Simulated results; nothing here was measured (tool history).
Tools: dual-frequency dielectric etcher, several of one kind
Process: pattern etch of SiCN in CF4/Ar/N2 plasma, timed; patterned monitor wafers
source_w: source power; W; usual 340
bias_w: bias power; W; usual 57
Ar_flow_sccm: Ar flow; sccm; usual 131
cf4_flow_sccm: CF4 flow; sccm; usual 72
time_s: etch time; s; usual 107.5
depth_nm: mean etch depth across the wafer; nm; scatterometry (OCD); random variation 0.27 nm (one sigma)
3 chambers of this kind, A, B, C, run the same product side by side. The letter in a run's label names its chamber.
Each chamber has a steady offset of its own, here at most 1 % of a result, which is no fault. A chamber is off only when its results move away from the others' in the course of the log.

run   hour  source_w  bias_w  Ar_flow_sccm  cf4_flow_sccm  time_s  hours since the last wet clean  hours since the last source power generator calibration  hours since the last bias power generator calibration  hours since the last Ar flow controller change  hours since the last CF4 flow controller change  read-back reference wafer on the same gauge, depth_nm  depth_nm
 1B    8.2       340      57           131             72   107.5                           263.8                                                   1214.7                                                  417.5                                             142                                           1420.5                                                 65.837    64.902
 2C   22.5       340      57           131             72   107.5                           568.3                                                    810.3                                                 2239.6                                             203                                           1135.8                                                 65.799    64.706
        26  -- chamber A: source power generator calibrated
 3A   34.6       340      57           131             72   107.5                           329.9                                                      8.6                                                  478.1                                          1622.9                                              123                                                 65.805    64.105
 4B   49.8       340      57           131             72   107.5                           305.4                                                   1256.3                                                  459.1                                           183.6                                           1462.1                                                 65.783    64.966
 5A   62.1       340      57           131             72   107.5                           357.4                                                     36.1                                                  505.6                                          1650.4                                            150.5                                                 65.744     64.71
 6C   75.1       340      57           131             72   107.5                           620.9                                                    862.9                                                 2292.2                                           255.6                                           1188.4                                                 65.736    64.092
      75.5  -- chamber C: wet clean of the chamber
 7A   84.2       340      57           131             72   107.5                           379.5                                                     58.2                                                  527.7                                          1672.5                                            172.6                                                 65.813    64.645
 8B   91.4       340      57           131             72   107.5                             347                                                   1297.9                                                  500.7                                           225.2                                           1503.7                                                  65.72    64.959
 9C  103.5       340      57           131             72   107.5                              28                                                    891.3                                                 2320.6                                             284                                           1216.8                                                 65.794    64.158
10C    111       340      57           131             72   107.5                            35.5                                                    898.8                                                 2328.1                                           291.5                                           1224.3                                                 65.797    64.393
11A  120.9       340      57           131             72   107.5                           416.2                                                     94.9                                                  564.4                                          1709.2                                            209.3                                                 65.711    64.918
12B  136.3       340      57           131             72   107.5                           391.9                                                   1342.8                                                  545.6                                           270.1                                           1548.6                                                 65.823    64.459
13A  143.1       340      57           131             72   107.5                           438.4                                                    117.1                                                  586.6                                          1731.4                                            231.5                                                 65.742    64.994
14B  153.9       340      57           131             72   107.5                           409.5                                                   1360.4                                                  563.2                                           287.7                                           1566.2                                                 65.791     65.25
15C  168.8       340      57           131             72   107.5                            93.3                                                    956.6                                                 2385.9                                           349.3                                           1282.1                                                 65.802      64.7
16B  178.3       340      57           131             72   107.5                           433.9                                                   1384.8                                                  587.6                                           312.1                                           1590.6                                                 65.823     64.86
17C  193.4       340      57           131             72   107.5                           117.9                                                    981.2                                                 2410.5                                           373.9                                           1306.7                                                 65.782    64.472
18A  205.2       340      57           131             72   107.5                           500.5                                                    179.2                                                  648.7                                          1793.5                                            293.6                                                 65.843    64.313
19C  214.6       340      57           131             79   107.5                           139.1                                                   1002.4                                                 2431.7                                           395.1                                           1327.9                                                  65.86    65.251
20A  227.7       340      57           131             79   107.5                             523                                                    201.7                                                  671.2                                            1816                                            316.1                                                 65.823    65.444
21B  238.2       340      57           131             79   107.5                           493.8                                                   1444.7                                                  647.5                                             372                                           1650.5                                                 65.779    65.477
22A  246.3       340      57           131             72   107.5                           541.6                                                    220.3                                                  689.8                                          1834.6                                            334.7                                                 65.845    64.461
23C  258.9       340      57           131             72   107.5                           183.4                                                   1046.7                                                   2476                                           439.4                                           1372.2                                                 65.813    64.211
24B  270.6       340      57           131             72   107.5                           526.2                                                   1477.1                                                  679.9                                           404.4                                           1682.9                                                 65.794    64.946
     275.7  -- chamber B: wet clean of the chamber
25B  281.8       340      57           131             72   107.5                             6.2                                                   1488.3                                                  691.1                                           415.6                                           1694.1                                                 65.869    63.318
26A  291.6       340      57           131             72   107.5                           586.9                                                    265.6                                                  735.1                                          1879.9                                              380                                                 65.799    64.864
27C  301.6       340      57           131             72   107.5                           226.1                                                   1089.4                                                 2518.7                                           482.1                                           1414.9                                                 65.804    64.118
28B  312.3       340      57           131             72   107.5                            36.7                                                   1518.8                                                  721.6                                           446.1                                           1724.6                                                 65.726    63.194
29C  320.6       340      57           131             72   107.5                           245.1                                                   1108.4                                                 2537.7                                           501.1                                           1433.9                                                 65.776    64.308
30A  335.7       340      57           154             66   107.5                             631                                                    309.7                                                  779.2                                            1924                                            424.1                                                 65.825    61.977
31C  350.4       340      57           154             66   107.5                           274.9                                                   1138.2                                                 2567.5                                           530.9                                           1463.7                                                  65.83    61.531
32A  365.1       340      57           154             66   107.5                           660.4                                                    339.1                                                  808.6                                          1953.4                                            453.5                                                 65.807    62.075
     367.2  -- chamber A: wet clean of the chamber
33B  380.9       340      57           131             72   107.5                           105.3                                                   1587.4                                                  790.2                                           514.7                                           1793.2                                                 65.841    63.093
34A    392       340      57           131             72   107.5                            24.8                                                      366                                                  835.5                                          1980.3                                            480.4                                                 65.754    64.824
35C    403       340      57           131             72   107.5                           327.5                                                   1190.8                                                 2620.1                                           583.5                                           1516.3                                                  65.82    64.498
36B  412.5       340      57           131             72   107.5                           136.9                                                     1619                                                  821.8                                           546.3                                           1824.8                                                 65.798    63.171
     420.3  -- chamber B: CF4 flow controller replaced
37A  423.3       340      57           131             72   107.5                            56.1                                                    397.3                                                  866.8                                          2011.6                                            511.7                                                 65.742    64.766
38B  433.8       340      57           131             72   107.5                           158.2                                                   1640.3                                                  843.1                                           567.6                                             13.6                                                 65.835    63.408
39C  449.6       340      57           131             72   107.5                           374.1                                                   1237.4                                                 2666.7                                           630.1                                           1562.9                                                 65.783    64.275
40B    460       270      70           131             72   107.5                           184.4                                                   1666.5                                                  869.3                                           593.8                                             39.8                                                 65.807    55.511
41C  470.7       270      70           131             72   107.5                           395.2                                                   1258.5                                                 2687.8                                           651.2                                             1584                                                 65.802    56.702
42A  485.9       270      70           131             72   107.5                           118.7                                                    459.9                                                  929.4                                          2074.2                                            574.3                                                 65.712     57.17
43B  498.2       340      57           131             72   107.5                           222.6                                                   1704.7                                                  907.5                                             632                                               78                                                 65.774    62.979

Is one chamber off against the others, does the gauge drift, or is nothing wrong? If a chamber is off, say which, and what the likeliest cause is.

A service left chamber B off against the others.
Cause: etch rate under this chamber's usual, % = 2.53.

Here are 4 candidates for chamber B's next run, each the usual settings with a change, their results left as question marks. Which one brings its results back in line with what the others give on the usual settings?
In line means no further than this from the other chambers' mean on the usual settings: depth_nm 0.94 nm
44B-1  509.6       340      59           128             73   107.5                                                                                                                                                                                                                                                                                                                 ?
44B-2  509.6       350      57           131             72   110.5                                                                                                                                                                                                                                                                                                                 ?
44B-3  509.6       340      52           137             69   107.5                                                                                                                                                                                                                                                                                                                 ?
44B-4  509.6       340      54           131             72   107.5                                                                                                                                                                                                                                                                                                                 ?

The other chambers' mean on the usual settings: depth_nm 64.498 nm
  run  depth_nm
44B-1    64.366
44B-2     66.63
44B-3    60.279
44B-4    62.016
44B-1 brings the chamber back in line.
